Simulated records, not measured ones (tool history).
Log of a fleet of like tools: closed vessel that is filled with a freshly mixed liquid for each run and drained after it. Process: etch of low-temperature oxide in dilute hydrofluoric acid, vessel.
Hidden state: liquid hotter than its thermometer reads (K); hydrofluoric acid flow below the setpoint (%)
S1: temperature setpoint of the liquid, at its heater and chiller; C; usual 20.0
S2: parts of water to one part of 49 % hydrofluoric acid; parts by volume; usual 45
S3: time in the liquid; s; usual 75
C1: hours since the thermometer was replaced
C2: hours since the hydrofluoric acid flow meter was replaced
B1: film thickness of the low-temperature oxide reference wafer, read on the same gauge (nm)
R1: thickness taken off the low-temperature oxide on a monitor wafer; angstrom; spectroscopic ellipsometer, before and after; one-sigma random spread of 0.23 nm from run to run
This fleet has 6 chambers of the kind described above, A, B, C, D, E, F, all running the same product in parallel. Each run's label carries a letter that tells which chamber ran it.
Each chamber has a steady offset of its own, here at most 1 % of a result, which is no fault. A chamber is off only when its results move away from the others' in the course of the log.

run     day    S1  S2  S3      C1      C2      B1      R1
 1F   0.346  20.0  45  75   128.6   743.5  149.99  536.78
 2D   0.746  20.0  45  75   370.6  1229.3  150.03  536.34
 3B   1.296  20.0  45  75   770.3  1793.4  149.99  528.84
 4C   1.804  20.0  45  75  1163.6   507.4  149.97  532.83
 5A   2.167  20.0  45  75   273.2   138.1  150.01  529.33
 6E   2.488  20.0  45  75  1904.0   193.5  149.96  538.10
      2.800  -- chamber E: thermometer replaced
 7E   2.875  17.0  50  75     1.9   202.8  150.00  424.83
 8A   3.412  17.0  50  75   303.1   168.0  149.98  419.62
 9F   3.917  17.0  50  75   214.3   829.2  150.00  421.95
      4.096  -- chamber B: hydrofluoric acid flow meter replaced
10C   4.446  17.0  50  75  1227.0   570.8  150.04  421.41
11B   4.933  17.0  50  75   857.6    20.1  149.97  416.79
12D   5.371  17.0  50  75   481.6  1340.3  150.00  420.82
13F   5.779  20.0  45  75   259.0   873.9  150.02  534.21
14C   6.342  20.0  45  75  1272.5   616.3  150.00  537.81
15B   6.875  20.0  45  75   904.2    66.7  149.98  531.73
16A   7.242  20.0  45  75   395.0   259.9  150.00  531.91
17E   7.671  20.0  45  75   117.0   317.9  149.98  536.21
18D   8.062  20.0  45  75   546.2  1404.9  150.02  537.14
19A   8.354  20.0  45  75   421.7   286.6  149.98  537.42
20D   8.729  17.0  45  75   562.2  1420.9  150.03  473.36
21C   9.079  17.0  45  75  1338.2   682.0  150.03  468.78
22B   9.354  17.0  45  75   963.7   126.2  149.98  475.43
23E   9.662  17.0  45  75   164.8   365.7  149.98  472.13
24F   9.992  17.0  45  75   360.1   975.0  149.99  467.23
25F  10.500  17.0  45  75   372.3   987.2  150.00  467.13
26A  11.033  20.0  45  75   486.0   350.9  150.03  534.51
27C  11.296  20.0  45  75  1391.4   735.2  149.96  531.89
28E  11.762  20.0  45  75   215.2   416.1  149.96  533.13
29D  12.321  20.0  45  75   648.4  1507.1  150.00  537.42
30B  12.792  20.0  45  75  1046.2   208.7  150.02  550.65
31C  13.162  20.0  45  75  1436.2   780.0  150.02  536.10
32B  13.521  20.0  45  75  1063.7   226.2  150.02  548.95
33D  14.050  20.0  45  75   689.9  1548.6  149.99  534.18
34F  14.350  20.0  45  75   464.7  1079.6  150.00  535.65
35A  14.921  20.0  45  75   579.3   444.2  150.03  532.35
36E  15.171  20.0  45  75   297.0   497.9  149.99  535.86
37B  15.579  20.0  45  75  1113.1   275.6  149.97  553.47
38C  15.842  20.0  45  75  1500.5   844.3  150.02  533.92

One chamber off, gauge drift, or nothing amiss beyond the chambers' own small offsets? If it is a chamber, which one, and what is the likeliest cause?

It is chamber B that slowly wanders off from its peers.
Cause: liquid hotter than its thermometer reads (K) = 1.16.
The log may not separate it from: hydrofluoric acid flow above the setpoint (%).

Here are 4 candidates for chamber B's next run, each the usual settings with a change, their results left as question marks. Which one brings its results back in line with what the others give on the usual settings?
Maximum distance from the other chambers' mean on the usual settings for a result to count as in line: R1 8.20 angstrom
39B-1  16.250  19.5  45  70               ?
39B-2  16.250  19.0  45  75               ?
39B-3  16.250  21.0  45  75               ?
39B-4  16.250  20.5  45  80               ?

The mean the other chambers reach with the usual settings: R1 535.03 angstrom
  run      R1
39B-1  508.95
39B-2  533.62
39B-3  581.15
39B-4  607.01
The answer is 39B-2, which returns the chamber to within the allowed miss of the others.

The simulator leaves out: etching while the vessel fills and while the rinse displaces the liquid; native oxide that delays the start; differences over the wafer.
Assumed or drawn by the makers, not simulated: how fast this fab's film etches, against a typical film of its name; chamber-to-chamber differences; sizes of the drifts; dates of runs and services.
